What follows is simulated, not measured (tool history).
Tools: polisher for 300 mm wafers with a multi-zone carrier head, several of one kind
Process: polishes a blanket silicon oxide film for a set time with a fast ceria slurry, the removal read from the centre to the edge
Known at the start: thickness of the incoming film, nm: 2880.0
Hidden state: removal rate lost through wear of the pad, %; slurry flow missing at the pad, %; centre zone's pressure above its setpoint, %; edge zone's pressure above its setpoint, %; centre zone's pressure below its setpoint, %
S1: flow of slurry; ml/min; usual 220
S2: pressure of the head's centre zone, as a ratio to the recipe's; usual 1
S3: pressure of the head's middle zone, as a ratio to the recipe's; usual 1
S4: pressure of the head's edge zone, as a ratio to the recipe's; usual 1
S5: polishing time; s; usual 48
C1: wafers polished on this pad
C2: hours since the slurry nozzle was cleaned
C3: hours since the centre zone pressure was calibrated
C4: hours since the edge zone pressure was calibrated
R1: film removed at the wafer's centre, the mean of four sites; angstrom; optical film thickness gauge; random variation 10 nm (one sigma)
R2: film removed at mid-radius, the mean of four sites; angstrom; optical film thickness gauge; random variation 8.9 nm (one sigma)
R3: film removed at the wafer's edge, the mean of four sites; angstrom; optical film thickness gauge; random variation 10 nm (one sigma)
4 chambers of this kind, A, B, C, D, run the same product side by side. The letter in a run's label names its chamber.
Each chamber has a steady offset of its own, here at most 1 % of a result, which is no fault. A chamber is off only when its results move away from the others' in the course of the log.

run,hour,S1,S2,S3,S4,S5,C1,C2,C3,C4,R1,R2,R3
1C,7.3,220,1,1,1,48,783,262.2,119.9,1021.5,11910,11909,12023
# hour 17.9: chamber D: edge zone pressure recalibrated
2D,18.3,220,1,1,1,48,566,106.6,480.8,0.4,11866,11694,12234
3A,26.8,220,1,1,1,48,1413,98.7,553.7,509.8,11979,11886,12203
# hour 31.1: chamber A: worn pad replaced by a new one
4B,33.9,220,1,1,1,48,385,399.9,472,477.1,12038,12127,11995
# hour 36.3: chamber C: worn pad replaced by a new one
5C,42.9,220,1,1,1,48,52,297.8,155.5,1057.1,12197,12083,12036
# hour 51.8: chamber D: centre zone pressure recalibrated
6D,55.4,220,1,1,1,48,857,143.7,3.7,37.5,11823,11815,12068
7B,61.6,220,1,1,1,48,602,427.6,499.7,504.8,11955,11939,12113
8A,69.6,275,1,1,1.11,48,302,141.5,596.5,552.6,12517,12252,13295
9A,81.7,275,1,1,1.11,48,396,153.6,608.6,564.7,12529,12246,13050
10D,88.7,275,1,1,1.11,48,1117,177,37,70.8,12225,11854,12816
# hour 88.9: chamber B: worn pad replaced by a new one
11B,98.8,275,1,1,1.11,48,77,464.8,536.9,542,12343,12371,13112
12C,105.7,220,1,1,1,48,543,360.6,218.3,1119.9,11981,12028,12107
# hour 108.4: chamber C: edge zone pressure recalibrated
13D,118.3,220,1,1,1,48,1349,206.6,66.6,100.4,11524,11621,11991
14C,130.2,220,1,1,1,48,735,385.1,242.8,21.9,12125,12284,12106
# hour 139.2: chamber B: centre zone pressure recalibrated
15A,139.4,220,1,1,1,48,848,211.3,666.3,622.4,12249,11989,12091
16B,148.5,220,1,1,1,48,467,514.5,9.3,591.7,12081,11992,12085
# hour 152.9: chamber C: worn pad replaced by a new one
17D,161.1,220,1,1,1,48,1684,249.4,109.4,143.2,11508,11301,11533
# hour 166.9: chamber C: slurry nozzle cleaned
18B,169.9,220,1,1,1,48,634,535.9,30.7,613.1,11815,11941,12026
19C,181.7,220,1,1,1,48,226,14.8,294.3,73.4,12055,12082,12042
# hour 182.1: chamber B: worn pad replaced by a new one
20A,187.9,220,1,0.93,1,56,1228,259.8,714.8,670.9,14100,13070,14307
21D,199.4,220,1,0.93,1,56,1984,287.7,147.7,181.5,13052,12285,13262
22A,209.4,220,1,0.93,1,56,1396,281.3,736.3,692.4,13939,13149,14249
23C,219.8,220,1,0.93,1,56,524,52.9,332.4,111.5,14061,13367,14099
24B,231.3,220,1,1,1,48,385,597.3,92.1,674.5,12001,12115,11783
25A,239,220,1,1,1,48,1628,310.9,765.9,722,11877,11890,12070
26D,249.4,265,1,1,1,48,2376,337.7,197.7,231.5,11114,11294,11394

Is one chamber off against the others, does the gauge drift, or is nothing wrong? If a chamber is off, say which, and what the likeliest cause is.

Chamber D drifts away from the others.
Cause: removal rate lost through wear of the pad, % = 7.36.
The log may not tell that from: slurry flow missing at the pad, %.

Here are 4 candidates for chamber D's next run, each the usual settings with a change, their results left as question marks. Which one brings its results back in line with what the others give on the usual settings?
In line means no further than this from the other chambers' mean on the usual settings: R1 350 angstrom; R2 310 angstrom; R3 350 angstrom
27D-1,259.5,225,1.02,1.01,0.99,56,,,,,?,?,?
27D-2,259.5,225,1.01,1.01,1,52,,,,,?,?,?
27D-3,259.5,215,0.99,0.98,1.01,41,,,,,?,?,?
27D-4,259.5,220,0.99,1,1,44,,,,,?,?,?

The other chambers' mean on the usual settings: R1 12012 angstrom; R2 12054 angstrom; R3 12085 angstrom
run,R1,R2,R3
27D-1,13234,13041,12995
27D-2,12157,12110,12131
27D-3,9311.7,9228.9,9576
27D-4,10029,10124,10243
27D-2 brings the chamber back in line.
